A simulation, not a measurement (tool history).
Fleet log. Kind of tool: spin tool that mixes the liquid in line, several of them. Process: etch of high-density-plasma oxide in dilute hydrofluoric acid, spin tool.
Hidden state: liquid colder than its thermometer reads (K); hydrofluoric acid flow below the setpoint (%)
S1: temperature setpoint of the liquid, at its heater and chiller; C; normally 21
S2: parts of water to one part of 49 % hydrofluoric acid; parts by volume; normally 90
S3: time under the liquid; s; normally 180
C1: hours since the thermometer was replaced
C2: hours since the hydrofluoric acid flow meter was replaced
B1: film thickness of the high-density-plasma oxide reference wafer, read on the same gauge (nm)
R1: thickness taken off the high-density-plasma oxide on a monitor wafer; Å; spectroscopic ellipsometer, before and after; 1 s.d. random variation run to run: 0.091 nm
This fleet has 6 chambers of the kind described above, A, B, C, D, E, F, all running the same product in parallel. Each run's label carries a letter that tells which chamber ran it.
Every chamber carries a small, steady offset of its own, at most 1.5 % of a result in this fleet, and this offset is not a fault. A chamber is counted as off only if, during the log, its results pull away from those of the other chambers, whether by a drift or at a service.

{"run": "1E", "hour": 10.4, "S1": 21, "S2": 90, "S3": 180, "C1": 1280.5, "C2": 1078.8, "B1": 110.02, "R1": 92.33}
{"run": "2C", "hour": 19.1, "S1": 21, "S2": 90, "S3": 180, "C1": 1960.6, "C2": 2378.2, "B1": 110.0, "R1": 90.438}
{"run": "3F", "hour": 28.7, "S1": 21, "S2": 90, "S3": 180, "C1": 628.9, "C2": 1144.4, "B1": 110.03, "R1": 89.479}
{"run": "4A", "hour": 35.2, "S1": 21, "S2": 90, "S3": 180, "C1": 1322.1, "C2": 338.8, "B1": 110.0, "R1": 92.737}
{"run": "5B", "hour": 44.6, "S1": 21, "S2": 90, "S3": 180, "C1": 880.3, "C2": 407.7, "B1": 109.99, "R1": 92.04}
{"run": "6D", "hour": 52.0, "S1": 21, "S2": 125, "S3": 180, "C1": 242.4, "C2": 1329.7, "B1": 110.01, "R1": 63.762}
{"run": "7A", "hour": 65.3, "S1": 21, "S2": 125, "S3": 180, "C1": 1352.2, "C2": 368.9, "B1": 110.04, "R1": 63.912}
{"run": "8F", "hour": 78.1, "S1": 21, "S2": 125, "S3": 180, "C1": 678.3, "C2": 1193.8, "B1": 109.99, "R1": 62.081}
{"run": "9E", "hour": 84.3, "S1": 21, "S2": 125, "S3": 180, "C1": 1354.4, "C2": 1152.7, "B1": 110.01, "R1": 62.553}
{"hour": 95.3, "done": "chamber B: hydrofluoric acid flow meter replaced"}
{"run": "10B", "hour": 96.1, "S1": 21, "S2": 125, "S3": 180, "C1": 931.8, "C2": 0.9, "B1": 110.04, "R1": 64.664}
{"hour": 97.9, "done": "chamber F: hydrofluoric acid flow meter replaced"}
{"run": "11D", "hour": 106.3, "S1": 21, "S2": 125, "S3": 180, "C1": 296.7, "C2": 1384.0, "B1": 109.99, "R1": 64.468}
{"run": "12C", "hour": 116.9, "S1": 21, "S2": 90, "S3": 180, "C1": 2058.4, "C2": 2476.0, "B1": 109.98, "R1": 89.569}
{"run": "13A", "hour": 128.1, "S1": 21, "S2": 90, "S3": 180, "C1": 1415.0, "C2": 431.7, "B1": 110.01, "R1": 92.596}
{"run": "14C", "hour": 141.7, "S1": 21, "S2": 90, "S3": 180, "C1": 2083.2, "C2": 2500.8, "B1": 109.97, "R1": 90.402}
{"run": "15F", "hour": 154.9, "S1": 21, "S2": 90, "S3": 180, "C1": 755.1, "C2": 57.0, "B1": 109.98, "R1": 90.58}
{"run": "16E", "hour": 163.5, "S1": 21, "S2": 90, "S3": 180, "C1": 1433.6, "C2": 1231.9, "B1": 110.02, "R1": 90.787}
{"run": "17B", "hour": 172.3, "S1": 21, "S2": 90, "S3": 180, "C1": 1008.0, "C2": 77.1, "B1": 110.01, "R1": 91.383}
{"run": "18D", "hour": 180.4, "S1": 21, "S2": 90, "S3": 180, "C1": 370.8, "C2": 1458.1, "B1": 109.99, "R1": 92.8}
{"run": "19D", "hour": 192.3, "S1": 17, "S2": 90, "S3": 145, "C1": 382.7, "C2": 1470.0, "B1": 109.99, "R1": 64.305}
{"hour": 192.5, "done": "chamber C: hydrofluoric acid flow meter replaced"}
{"run": "20F", "hour": 203.3, "S1": 17, "S2": 90, "S3": 145, "C1": 803.5, "C2": 105.4, "B1": 109.98, "R1": 62.275}
{"run": "21B", "hour": 213.2, "S1": 17, "S2": 90, "S3": 145, "C1": 1048.9, "C2": 118.0, "B1": 110.01, "R1": 62.837}
{"run": "22C", "hour": 222.0, "S1": 17, "S2": 90, "S3": 145, "C1": 2163.5, "C2": 29.6, "B1": 109.99, "R1": 61.413}
{"run": "23E", "hour": 229.5, "S1": 17, "S2": 90, "S3": 145, "C1": 1499.6, "C2": 1297.9, "B1": 109.96, "R1": 61.631}
{"hour": 239.7, "done": "chamber F: thermometer replaced"}
{"run": "24A", "hour": 242.2, "S1": 17, "S2": 90, "S3": 145, "C1": 1529.1, "C2": 545.8, "B1": 110.0, "R1": 62.458}
{"run": "25B", "hour": 248.7, "S1": 21, "S2": 65, "S3": 180, "C1": 1084.4, "C2": 153.5, "B1": 110.02, "R1": 130.63}
{"run": "26D", "hour": 258.5, "S1": 21, "S2": 65, "S3": 180, "C1": 448.9, "C2": 1536.2, "B1": 109.98, "R1": 131.81}
{"run": "27C", "hour": 271.9, "S1": 21, "S2": 65, "S3": 180, "C1": 2213.4, "C2": 79.5, "B1": 109.98, "R1": 129.01}
{"run": "28F", "hour": 283.8, "S1": 21, "S2": 65, "S3": 180, "C1": 44.1, "C2": 185.9, "B1": 109.94, "R1": 130.41}
{"run": "29E", "hour": 294.2, "S1": 21, "S2": 65, "S3": 180, "C1": 1564.3, "C2": 1362.6, "B1": 110.01, "R1": 128.0}
{"run": "30A", "hour": 305.2, "S1": 21, "S2": 65, "S3": 180, "C1": 1592.1, "C2": 608.8, "B1": 110.01, "R1": 133.41}
{"run": "31E", "hour": 315.8, "S1": 21, "S2": 90, "S3": 180, "C1": 1585.9, "C2": 1384.2, "B1": 109.99, "R1": 92.072}
{"run": "32F", "hour": 327.7, "S1": 21, "S2": 90, "S3": 180, "C1": 88.0, "C2": 229.8, "B1": 109.95, "R1": 90.811}
{"run": "33B", "hour": 339.5, "S1": 21, "S2": 90, "S3": 180, "C1": 1175.2, "C2": 244.3, "B1": 110.0, "R1": 91.155}
{"run": "34D", "hour": 351.8, "S1": 21, "S2": 90, "S3": 180, "C1": 542.2, "C2": 1629.5, "B1": 109.98, "R1": 92.616}
{"run": "35A", "hour": 361.0, "S1": 21, "S2": 90, "S3": 180, "C1": 1647.9, "C2": 664.6, "B1": 110.03, "R1": 93.053}
{"run": "36C", "hour": 370.8, "S1": 21, "S2": 90, "S3": 180, "C1": 2312.3, "C2": 178.4, "B1": 109.99, "R1": 90.889}
{"run": "37A", "hour": 381.1, "S1": 21, "S2": 90, "S3": 180, "C1": 1668.0, "C2": 684.7, "B1": 110.0, "R1": 91.977}
{"run": "38B", "hour": 391.8, "S1": 21, "S2": 90, "S3": 180, "C1": 1227.5, "C2": 296.6, "B1": 110.03, "R1": 92.344}
{"run": "39F", "hour": 406.0, "S1": 21, "S2": 90, "S3": 180, "C1": 166.3, "C2": 308.1, "B1": 110.01, "R1": 89.243}
{"hour": 415.0, "done": "chamber E: hydrofluoric acid flow meter replaced"}
{"run": "40D", "hour": 416.5, "S1": 21, "S2": 90, "S3": 180, "C1": 606.9, "C2": 1694.2, "B1": 110.02, "R1": 91.103}
{"run": "41C", "hour": 425.0, "S1": 21, "S2": 90, "S3": 180, "C1": 2366.5, "C2": 232.6, "B1": 110.01, "R1": 92.526}
{"run": "42E", "hour": 436.4, "S1": 21, "S2": 90, "S3": 180, "C1": 1706.5, "C2": 21.4, "B1": 109.99, "R1": 91.918}

Is one chamber off against the others, does the gauge drift, or is nothing wrong? If a chamber is off, say which, and what the likeliest cause is.

All chambers stay in line apart from their small fixed offsets, and the gauge does not drift.

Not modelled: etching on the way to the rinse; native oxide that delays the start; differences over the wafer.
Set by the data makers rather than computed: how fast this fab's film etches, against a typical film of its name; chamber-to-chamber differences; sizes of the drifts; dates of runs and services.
